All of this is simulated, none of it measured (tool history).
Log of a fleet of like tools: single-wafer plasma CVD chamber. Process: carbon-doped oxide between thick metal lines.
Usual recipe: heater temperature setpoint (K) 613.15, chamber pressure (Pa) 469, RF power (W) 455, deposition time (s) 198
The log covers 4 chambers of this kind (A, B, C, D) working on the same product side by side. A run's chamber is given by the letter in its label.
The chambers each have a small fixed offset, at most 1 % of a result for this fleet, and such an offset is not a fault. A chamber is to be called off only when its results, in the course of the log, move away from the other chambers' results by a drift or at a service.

run	hour	heater temperature setpoint (K)	chamber pressure (Pa)	RF power (W)	deposition time (s)	read-back reference wafer on the same gauge, thickness_nm	mean film thickness on the monitor wafer (angstrom)
1C	2.8	613.15	469	455	198	743.89	9250.7
# hour 3.1: chamber D: thermocouple changed; heater temperature recalibrated
2B	5.2	613.15	469	455	198	743.71	9197.9
3A	9.6	613.15	469	455	198	744	9070.1
4D	13.2	613.15	469	455	198	743.59	9128.6
5C	17.3	613.15	469	455	198	743.37	9204.8
6D	20.7	623.15	435	455	198	743.95	8777.7
7B	23.3	623.15	435	455	198	743.48	8843.4
8A	25.7	623.15	435	455	198	743.65	8733.9
9C	27.7	623.15	435	455	198	742.95	8880.7
10B	29.6	613.15	469	455	198	743.61	9154.4
11A	33.3	613.15	469	455	198	743.92	9087.5
12D	37.2	613.15	469	455	198	743.56	9131.3
13D	39.5	613.15	469	455	198	744.03	9053.5
14A	43	613.15	469	455	198	743.75	9070.8
15C	47.1	613.15	469	455	198	744.54	9171.6
16B	50	613.15	469	455	198	743.93	9267.3
17A	53.1	613.15	469	455	198	743.69	9060
18D	56.9	613.15	469	455	198	743.68	9154.7
19B	58.9	613.15	469	455	198	744.13	9183.9
20C	61.7	613.15	469	455	198	744.41	9278.6
21C	63.9	613.15	469	455	198	743.85	9240.1
22B	67.7	613.15	469	455	198	742.9	9215.6
23D	70.8	613.15	469	455	198	744.2	9102.3
24A	73.3	613.15	469	455	198	744.21	9063.7
25A	76.8	613.15	469	455	198	744.24	9084.1
26B	79.8	613.15	469	455	198	743.64	9200.4
27D	83.6	613.15	469	455	198	743.66	9101.1
28C	86.9	613.15	469	455	198	744.65	9210.1
29B	89.9	613.15	469	455	198	744.54	9199.7
30A	92.9	613.15	469	455	198	744.35	9083.2
31C	95.7	613.15	469	455	198	744.48	9312
32D	98.4	613.15	469	455	198	743.72	9145.8
33C	102.5	613.15	469	455	198	743.87	9252.7
34D	104.6	613.15	469	455	198	743.7	9180.9
35B	106.5	613.15	469	455	198	744.16	9238.5
36A	110.8	613.15	469	455	198	744.49	9029
37C	114.1	613.15	469	495	198	744.21	9733.8
38B	118.3	613.15	469	495	198	743.51	9668.8
39D	121.4	613.15	469	495	198	744.34	9638.1
# hour 121.5: chamber A: RF generator calibrated
40A	124.8	613.15	469	495	198	744.05	9575.7
41A	128.5	613.15	469	455	198	743.81	9032.4
42C	130.8	613.15	469	455	198	743.9	9225.2
43D	133.8	613.15	469	455	198	744.58	9168.6
44B	136.7	613.15	469	455	198	743.63	9187

Is one chamber off against the others, does the gauge drift, or is nothing wrong? If a chamber is off, say which, and what the likeliest cause is.

Beyond each chamber's small constant offset nothing stands out, and the gauge stays steady.
